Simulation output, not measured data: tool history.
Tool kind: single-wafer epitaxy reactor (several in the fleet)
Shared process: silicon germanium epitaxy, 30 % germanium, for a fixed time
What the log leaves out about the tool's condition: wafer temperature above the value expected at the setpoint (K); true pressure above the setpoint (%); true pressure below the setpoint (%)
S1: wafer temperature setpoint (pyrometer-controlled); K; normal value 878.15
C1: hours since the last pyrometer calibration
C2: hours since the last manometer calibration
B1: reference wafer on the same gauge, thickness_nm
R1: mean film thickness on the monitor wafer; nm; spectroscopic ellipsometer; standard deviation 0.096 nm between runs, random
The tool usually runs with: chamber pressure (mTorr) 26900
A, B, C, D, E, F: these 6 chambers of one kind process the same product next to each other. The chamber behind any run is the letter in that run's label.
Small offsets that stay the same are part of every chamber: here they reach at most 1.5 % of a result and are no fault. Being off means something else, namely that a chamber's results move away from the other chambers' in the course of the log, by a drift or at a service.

{"run": "1C", "day": 0.283, "S1": 878.15, "chamber pressure (mTorr)": 26900, "C1": 252.8, "C2": 561, "B1": 72.482, "R1": 73.065}
{"run": "2F", "day": 0.525, "S1": 878.15, "chamber pressure (mTorr)": 26900, "C1": 104.7, "C2": 1051.7, "B1": 72.482, "R1": 72.624}
{"run": "3D", "day": 1.017, "S1": 878.15, "chamber pressure (mTorr)": 26900, "C1": 1089.3, "C2": 2191.7, "B1": 72.504, "R1": 72.045}
{"run": "4E", "day": 1.483, "S1": 878.15, "chamber pressure (mTorr)": 26900, "C1": 96, "C2": 234.9, "B1": 72.465, "R1": 71.728}
{"run": "5A", "day": 1.8, "S1": 878.15, "chamber pressure (mTorr)": 26900, "C1": 1297.8, "C2": 1315.5, "B1": 72.456, "R1": 72.679}
{"run": "6B", "day": 2.321, "S1": 878.15, "chamber pressure (mTorr)": 26900, "C1": 618.7, "C2": 111, "B1": 72.419, "R1": 73.016}
{"day": 2.554, "done": "chamber D: capacitance manometer re-zeroed and calibrated"}
{"run": "7F", "day": 2.704, "S1": 878.15, "chamber pressure (mTorr)": 26900, "C1": 157, "C2": 1104, "B1": 72.45, "R1": 72.501}
{"run": "8C", "day": 3.204, "S1": 871.15, "chamber pressure (mTorr)": 21900, "C1": 322.9, "C2": 631.1, "B1": 72.397, "R1": 59.4}
{"run": "9A", "day": 3.488, "S1": 871.15, "chamber pressure (mTorr)": 21900, "C1": 1338.3, "C2": 1356, "B1": 72.434, "R1": 58.757}
{"run": "10E", "day": 3.821, "S1": 871.15, "chamber pressure (mTorr)": 21900, "C1": 152.1, "C2": 291, "B1": 72.433, "R1": 57.992}
{"run": "11D", "day": 4.346, "S1": 871.15, "chamber pressure (mTorr)": 21900, "C1": 1169.2, "C2": 43, "B1": 72.413, "R1": 58.33}
{"run": "12B", "day": 4.817, "S1": 871.15, "chamber pressure (mTorr)": 21900, "C1": 678.6, "C2": 170.9, "B1": 72.389, "R1": 59.273}
{"run": "13F", "day": 5.104, "S1": 871.15, "chamber pressure (mTorr)": 21900, "C1": 214.6, "C2": 1161.6, "B1": 72.383, "R1": 58.736}
{"run": "14C", "day": 5.504, "S1": 878.15, "chamber pressure (mTorr)": 26900, "C1": 378.1, "C2": 686.3, "B1": 72.351, "R1": 73.06}
{"run": "15D", "day": 5.762, "S1": 878.15, "chamber pressure (mTorr)": 26900, "C1": 1203.2, "C2": 77, "B1": 72.364, "R1": 72.07}
{"run": "16B", "day": 6.008, "S1": 878.15, "chamber pressure (mTorr)": 26900, "C1": 707.2, "C2": 199.5, "B1": 72.348, "R1": 72.922}
{"run": "17E", "day": 6.371, "S1": 878.15, "chamber pressure (mTorr)": 26900, "C1": 213.3, "C2": 352.2, "B1": 72.342, "R1": 71.489}
{"run": "18A", "day": 6.754, "S1": 878.15, "chamber pressure (mTorr)": 26900, "C1": 1416.7, "C2": 1434.4, "B1": 72.344, "R1": 72.42}
{"run": "19A", "day": 7.292, "S1": 878.15, "chamber pressure (mTorr)": 26900, "C1": 1429.6, "C2": 1447.3, "B1": 72.326, "R1": 72.484}
{"run": "20B", "day": 7.804, "S1": 878.15, "chamber pressure (mTorr)": 26900, "C1": 750.3, "C2": 242.6, "B1": 72.326, "R1": 72.739}
{"run": "21D", "day": 8.192, "S1": 878.15, "chamber pressure (mTorr)": 26900, "C1": 1261.5, "C2": 135.3, "B1": 72.309, "R1": 71.937}
{"run": "22F", "day": 8.475, "S1": 878.15, "chamber pressure (mTorr)": 26900, "C1": 295.5, "C2": 1242.5, "B1": 72.322, "R1": 72.394}
{"run": "23C", "day": 8.883, "S1": 878.15, "chamber pressure (mTorr)": 26900, "C1": 459.2, "C2": 767.4, "B1": 72.314, "R1": 72.953}
{"run": "24E", "day": 9.221, "S1": 878.15, "chamber pressure (mTorr)": 26900, "C1": 281.7, "C2": 420.6, "B1": 72.296, "R1": 71.585}
{"run": "25C", "day": 9.683, "S1": 878.15, "chamber pressure (mTorr)": 26900, "C1": 478.4, "C2": 786.6, "B1": 72.269, "R1": 72.834}
{"run": "26B", "day": 10.071, "S1": 878.15, "chamber pressure (mTorr)": 26900, "C1": 804.7, "C2": 297, "B1": 72.253, "R1": 72.931}
{"run": "27E", "day": 10.571, "S1": 878.15, "chamber pressure (mTorr)": 26900, "C1": 314.1, "C2": 453, "B1": 72.268, "R1": 71.645}
{"run": "28F", "day": 10.967, "S1": 878.15, "chamber pressure (mTorr)": 26900, "C1": 355.3, "C2": 1302.3, "B1": 72.238, "R1": 72.483}
{"run": "29A", "day": 11.362, "S1": 878.15, "chamber pressure (mTorr)": 26900, "C1": 1527.3, "C2": 1545, "B1": 72.24, "R1": 72.446}
{"run": "30D", "day": 11.842, "S1": 878.15, "chamber pressure (mTorr)": 23200, "C1": 1349.1, "C2": 222.9, "B1": 72.218, "R1": 67.698}
{"run": "31E", "day": 12.096, "S1": 878.15, "chamber pressure (mTorr)": 23200, "C1": 350.7, "C2": 489.6, "B1": 72.223, "R1": 67.407}
{"run": "32C", "day": 12.65, "S1": 878.15, "chamber pressure (mTorr)": 23200, "C1": 549.6, "C2": 857.8, "B1": 72.204, "R1": 68.815}
{"run": "33B", "day": 13.054, "S1": 878.15, "chamber pressure (mTorr)": 23200, "C1": 876.3, "C2": 368.6, "B1": 72.167, "R1": 68.602}
{"run": "34F", "day": 13.342, "S1": 878.15, "chamber pressure (mTorr)": 23200, "C1": 412.3, "C2": 1359.3, "B1": 72.169, "R1": 68.153}
{"run": "35D", "day": 13.842, "S1": 878.15, "chamber pressure (mTorr)": 23200, "C1": 1397.1, "C2": 270.9, "B1": 72.186, "R1": 67.688}
{"run": "36A", "day": 14.167, "S1": 871.15, "chamber pressure (mTorr)": 29900, "C1": 1594.6, "C2": 1612.3, "B1": 72.178, "R1": 66.236}
{"run": "37F", "day": 14.425, "S1": 871.15, "chamber pressure (mTorr)": 29900, "C1": 438.3, "C2": 1385.3, "B1": 72.163, "R1": 66.174}
{"run": "38E", "day": 14.967, "S1": 871.15, "chamber pressure (mTorr)": 29900, "C1": 419.6, "C2": 558.5, "B1": 72.17, "R1": 65.698}
{"run": "39C", "day": 15.488, "S1": 871.15, "chamber pressure (mTorr)": 29900, "C1": 617.7, "C2": 925.9, "B1": 72.151, "R1": 67.121}
{"run": "40B", "day": 16.0, "S1": 871.15, "chamber pressure (mTorr)": 29900, "C1": 947, "C2": 439.3, "B1": 72.153, "R1": 66.974}
{"run": "41D", "day": 16.542, "S1": 871.15, "chamber pressure (mTorr)": 29900, "C1": 1461.9, "C2": 335.7, "B1": 72.114, "R1": 65.934}

Read the log: is a single chamber off, either drifting away or since a service, is the gauge that measures every chamber drifting, or is nothing wrong beyond small per-chamber offsets? Name any odd chamber and what most likely caused it.

None of the chambers is off. What moves is the gauge, dragging all their readings along together.
What lies behind it: gauge reads low (%) = 0.54.
